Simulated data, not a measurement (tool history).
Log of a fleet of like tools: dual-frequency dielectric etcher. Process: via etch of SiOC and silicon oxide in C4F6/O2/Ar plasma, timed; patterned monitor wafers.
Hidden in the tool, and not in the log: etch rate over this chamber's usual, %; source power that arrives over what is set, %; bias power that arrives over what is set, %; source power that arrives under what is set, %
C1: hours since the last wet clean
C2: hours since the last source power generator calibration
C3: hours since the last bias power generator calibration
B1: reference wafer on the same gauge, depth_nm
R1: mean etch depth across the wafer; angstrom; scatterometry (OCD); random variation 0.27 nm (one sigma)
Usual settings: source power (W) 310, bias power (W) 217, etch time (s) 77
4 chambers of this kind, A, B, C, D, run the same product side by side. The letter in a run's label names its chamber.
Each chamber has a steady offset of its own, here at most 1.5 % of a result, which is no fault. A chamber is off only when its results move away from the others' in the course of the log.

run 1C hour=4 | source_power_(W)=310 bias_power_(W)=217 etch_time_(s)=77 | C1=212.9 C2=76.1 C3=1807.9 | B1=89.35 | R1=847.85
run 2B hour=7.3 | source_power_(W)=310 bias_power_(W)=217 etch_time_(s)=77 | C1=515.9 C2=2303.6 C3=1266.1 | B1=89.447 | R1=837.63
run 3D hour=12.8 | source_power_(W)=310 bias_power_(W)=217 etch_time_(s)=77 | C1=88.3 C2=1926.8 C3=570.1 | B1=89.371 | R1=843.36
run 4A hour=17.7 | source_power_(W)=310 bias_power_(W)=217 etch_time_(s)=77 | C1=383.2 C2=765.8 C3=1772.4 | B1=89.35 | R1=832.63
run 5B hour=23.6 | source_power_(W)=310 bias_power_(W)=217 etch_time_(s)=77 | C1=532.2 C2=2319.9 C3=1282.4 | B1=89.448 | R1=837.47
run 6A hour=29.4 | source_power_(W)=310 bias_power_(W)=217 etch_time_(s)=63 | C1=394.9 C2=777.5 C3=1784.1 | B1=89.383 | R1=683.01
run 7C hour=32.6 | source_power_(W)=310 bias_power_(W)=217 etch_time_(s)=63 | C1=241.5 C2=104.7 C3=1836.5 | B1=89.317 | R1=690.94
run 8D hour=37.8 | source_power_(W)=310 bias_power_(W)=217 etch_time_(s)=63 | C1=113.3 C2=1951.8 C3=595.1 | B1=89.402 | R1=686.69
run 9C hour=40.6 | source_power_(W)=310 bias_power_(W)=217 etch_time_(s)=63 | C1=249.5 C2=112.7 C3=1844.5 | B1=89.395 | R1=693.19
run 10A hour=45.6 | source_power_(W)=310 bias_power_(W)=217 etch_time_(s)=77 | C1=411.1 C2=793.7 C3=1800.3 | B1=89.353 | R1=834.33
run 11D hour=49.9 | source_power_(W)=310 bias_power_(W)=217 etch_time_(s)=69.5 | C1=125.4 C2=1963.9 C3=607.2 | B1=89.426 | R1=760.03
run 12B hour=54.7 | source_power_(W)=310 bias_power_(W)=217 etch_time_(s)=69.5 | C1=563.3 C2=2351 C3=1313.5 | B1=89.386 | R1=753.21
run 13C hour=60.1 | source_power_(W)=310 bias_power_(W)=217 etch_time_(s)=69.5 | C1=269 C2=132.2 C3=1864 | B1=89.414 | R1=760.14
run 14A hour=65.2 | source_power_(W)=310 bias_power_(W)=217 etch_time_(s)=69.5 | C1=430.7 C2=813.3 C3=1819.9 | B1=89.337 | R1=747.62
-- hour=65.3 chamber B: wet clean of the chamber
run 15D hour=69.1 | source_power_(W)=310 bias_power_(W)=217 etch_time_(s)=77 | C1=144.6 C2=1983.1 C3=626.4 | B1=89.355 | R1=839.83
-- hour=72.4 chamber A: wet clean of the chamber
run 16B hour=72.9 | source_power_(W)=310 bias_power_(W)=217 etch_time_(s)=77 | C1=7.6 C2=2369.2 C3=1331.7 | B1=89.376 | R1=836.89
run 17B hour=76.6 | source_power_(W)=310 bias_power_(W)=217 etch_time_(s)=77 | C1=11.3 C2=2372.9 C3=1335.4 | B1=89.391 | R1=839.62
run 18D hour=81.9 | source_power_(W)=310 bias_power_(W)=217 etch_time_(s)=77 | C1=157.4 C2=1995.9 C3=639.2 | B1=89.386 | R1=838.49
run 19C hour=86.8 | source_power_(W)=310 bias_power_(W)=217 etch_time_(s)=77 | C1=295.7 C2=158.9 C3=1890.7 | B1=89.398 | R1=845.29
run 20A hour=91.7 | source_power_(W)=310 bias_power_(W)=217 etch_time_(s)=93 | C1=19.4 C2=839.8 C3=1846.4 | B1=89.378 | R1=1009.8
run 21C hour=97.3 | source_power_(W)=310 bias_power_(W)=217 etch_time_(s)=93 | C1=306.2 C2=169.4 C3=1901.2 | B1=89.459 | R1=1021.6
run 22D hour=102.4 | source_power_(W)=310 bias_power_(W)=217 etch_time_(s)=93 | C1=177.9 C2=2016.4 C3=659.7 | B1=89.369 | R1=1022.4
run 23B hour=107.9 | source_power_(W)=310 bias_power_(W)=217 etch_time_(s)=93 | C1=42.6 C2=2404.2 C3=1366.7 | B1=89.404 | R1=1010.9
run 24A hour=113.5 | source_power_(W)=310 bias_power_(W)=217 etch_time_(s)=77 | C1=41.2 C2=861.6 C3=1868.2 | B1=89.383 | R1=830.42
run 25A hour=118.5 | source_power_(W)=310 bias_power_(W)=175 etch_time_(s)=69.5 | C1=46.2 C2=866.6 C3=1873.2 | B1=89.374 | R1=700.8
run 26D hour=123.9 | source_power_(W)=310 bias_power_(W)=175 etch_time_(s)=69.5 | C1=199.4 C2=2037.9 C3=681.2 | B1=89.305 | R1=706.31
run 27B hour=126.7 | source_power_(W)=310 bias_power_(W)=175 etch_time_(s)=69.5 | C1=61.4 C2=2423 C3=1385.5 | B1=89.507 | R1=703.29
run 28C hour=132.2 | source_power_(W)=310 bias_power_(W)=175 etch_time_(s)=69.5 | C1=341.1 C2=204.3 C3=1936.1 | B1=89.451 | R1=712.95
run 29A hour=137.1 | source_power_(W)=310 bias_power_(W)=217 etch_time_(s)=77 | C1=64.8 C2=885.2 C3=1891.8 | B1=89.392 | R1=827.89
run 30C hour=141.5 | source_power_(W)=310 bias_power_(W)=217 etch_time_(s)=77 | C1=350.4 C2=213.6 C3=1945.4 | B1=89.345 | R1=850.31
run 31B hour=147.2 | source_power_(W)=310 bias_power_(W)=217 etch_time_(s)=77 | C1=81.9 C2=2443.5 C3=1406 | B1=89.442 | R1=833.89

What goes on in this fleet: one chamber off, a drifting gauge, or nothing beyond the chambers' own small offsets? Name the chamber and the cause, if any.

No chamber stands off beyond its own small offset, and the gauge holds steady.
